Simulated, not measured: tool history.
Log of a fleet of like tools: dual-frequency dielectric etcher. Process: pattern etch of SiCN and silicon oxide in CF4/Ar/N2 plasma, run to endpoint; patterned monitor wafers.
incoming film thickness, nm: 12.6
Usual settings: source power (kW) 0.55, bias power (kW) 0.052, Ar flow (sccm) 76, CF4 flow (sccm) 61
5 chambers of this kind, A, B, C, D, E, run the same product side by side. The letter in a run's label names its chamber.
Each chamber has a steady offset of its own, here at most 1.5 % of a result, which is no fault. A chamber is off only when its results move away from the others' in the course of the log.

run   hour  source power (kW)  bias power (kW)  Ar flow (sccm)  CF4 flow (sccm)  hours since the last wet clean  hours since the last source power generator calibration  hours since the last bias power generator calibration  hours since the last Ar flow controller change  hours since the last CF4 flow controller change  endpoint time (s)
 1E    4.8               0.55            0.052              76               61                            42.8                                                   1877.5                                                 2407.1                                          2149.7                                            517.3             13.288
 2B   11.2               0.55            0.052              76               61                           359.5                                                   2329.4                                                   3369                                          3022.3                                           2980.9             13.348
 3D   16.9               0.55            0.052              76               61                           296.2                                                   1553.5                                                 1289.6                                           641.9                                           2993.7             13.169
 4A   21.4               0.55            0.052              76               61                           496.6                                                    577.3                                                 1623.1                                           618.1                                           3708.6             13.378
      22.7  -- chamber A: wet clean of the chamber
 5C     28               0.55            0.052              76               61                           488.2                                                   2139.1                                                  469.9                                          1379.9                                              344             13.439
 6C   34.2               0.55            0.052              76               61                           494.4                                                   2145.3                                                  476.1                                          1386.1                                            350.2             13.452
 7D   40.7               0.55            0.052              76               61                             320                                                   1577.3                                                 1313.4                                           665.7                                           3017.5             13.202
 8E   44.1               0.55            0.052              76               61                            82.1                                                   1916.8                                                 2446.4                                            2189                                            556.6             13.325
 9A   48.3               0.55            0.052              76               61                            25.6                                                    604.2                                                   1650                                             645                                           3735.5             13.295
10B   54.7               0.55            0.052              76               61                             403                                                   2372.9                                                 3412.5                                          3065.8                                           3024.4             13.385
11A   57.6               0.43            0.052              76               69                            34.9                                                    613.5                                                 1659.3                                           654.3                                           3744.8             16.249
12D   64.2               0.43            0.052              76               69                           343.5                                                   1600.8                                                 1336.9                                           689.2                                             3041             16.063
13B   69.1               0.43            0.052              76               69                           417.4                                                   2387.3                                                 3426.9                                          3080.2                                           3038.8             16.262
14C   74.9               0.43            0.052              76               69                           535.1                                                     2186                                                  516.8                                          1426.8                                            390.9             16.552
15E   80.9               0.43            0.052              76               69                           118.9                                                   1953.6                                                 2483.2                                          2225.8                                            593.4             16.172
16B   85.2               0.55            0.052              76               61                           433.5                                                   2403.4                                                   3443                                          3096.3                                           3054.9             13.285
17D   89.4               0.55            0.052              76               61                           368.7                                                     1626                                                 1362.1                                           714.4                                           3066.2             13.239
18E   92.8               0.55            0.052              76               61                           130.8                                                   1965.5                                                 2495.1                                          2237.7                                            605.3             13.412
19A   97.6               0.55            0.052              76               61                            74.9                                                    653.5                                                 1699.3                                           694.3                                           3784.8             13.355
20C  100.9               0.55            0.052              76               61                           561.1                                                     2212                                                  542.8                                          1452.8                                            416.9             13.415
21E  105.3               0.55            0.052              76               61                           143.3                                                     1978                                                 2507.6                                          2250.2                                            617.8              13.29
22A  110.7               0.55            0.052              76               61                              88                                                    666.6                                                 1712.4                                           707.4                                           3797.9             13.331
23D  115.1               0.55            0.052              76               61                           394.4                                                   1651.7                                                 1387.8                                           740.1                                           3091.9             13.137
24C  118.2               0.55            0.052              76               61                           578.4                                                   2229.3                                                  560.1                                          1470.1                                            434.2             13.486
     123.3  -- chamber B: CF4 flow controller replaced
25B  123.9               0.55            0.052              66               69                           472.2                                                   2442.1                                                 3481.7                                            3135                                              0.7             12.722
26C  127.2               0.55            0.052              66               69                           587.4                                                   2238.3                                                  569.1                                          1479.1                                            443.2             12.938
27B  132.1               0.55            0.052              66               69                           480.4                                                   2450.3                                                 3489.9                                          3143.2                                              8.9             12.762
28A  138.4               0.55            0.052              66               69                           115.7                                                    694.3                                                 1740.1                                           735.1                                           3825.6             12.816
29D  144.1               0.55            0.052              66               69                           423.4                                                   1680.7                                                 1416.8                                           769.1                                           3120.9              12.56
     144.4  -- chamber C: wet clean of the chamber
30E    149               0.63            0.052              76               61                             187                                                   2021.7                                                 2551.3                                          2293.9                                            661.5             11.855
31D  155.5               0.63            0.052              76               61                           434.8                                                   1692.1                                                 1428.2                                           780.5                                           3132.3             11.547
32B  161.6               0.63            0.052              76               61                           509.9                                                   2479.8                                                 3519.4                                          3172.7                                             38.4             11.752
33A  164.9               0.63            0.052              76               61                           142.2                                                    720.8                                                 1766.6                                           761.6                                           3852.1             11.824
34E  168.7               0.63            0.052              76               61                           206.7                                                   2041.4                                                   2571                                          2313.6                                            681.2             11.857
     170.1  -- chamber C: source power generator calibrated
35C  174.2               0.55            0.052              76               61                            29.8                                                      4.1                                                  616.1                                          1526.1                                            490.2             13.433

What goes on in this fleet: one chamber off, a drifting gauge, or nothing beyond the chambers' own small offsets? Name the chamber and the cause, if any.

Chamber D drifts away from the others.
Cause: etch rate over this chamber's usual, % = 2.36.
The log may not tell that from: source power that arrives over what is set, %.

Here are 4 candidates for chamber D's next run, each the usual settings with a change, their results left as question marks. Which one brings its results back in line with what the others give on the usual settings?
In line means no further than this from the other chambers' mean on the usual settings: endpoint time (s) 0.15
36D-1  178.9               0.53            0.052              76               61                                                                                                                                                                                                                                                                   ?
36D-2  178.9               0.55            0.052              76               64                                                                                                                                                                                                                                                                   ?
36D-3  178.9               0.55            0.052              76               72                                                                                                                                                                                                                                                                   ?
36D-4  178.9               0.55            0.052              80               61                                                                                                                                                                                                                                                                   ?

The other chambers' mean on the usual settings: endpoint time (s) 13.352
  run  endpoint time (s)
36D-1             13.388
36D-2             12.856
36D-3             12.618
36D-4             13.067
36D-1 brings the chamber back in line.
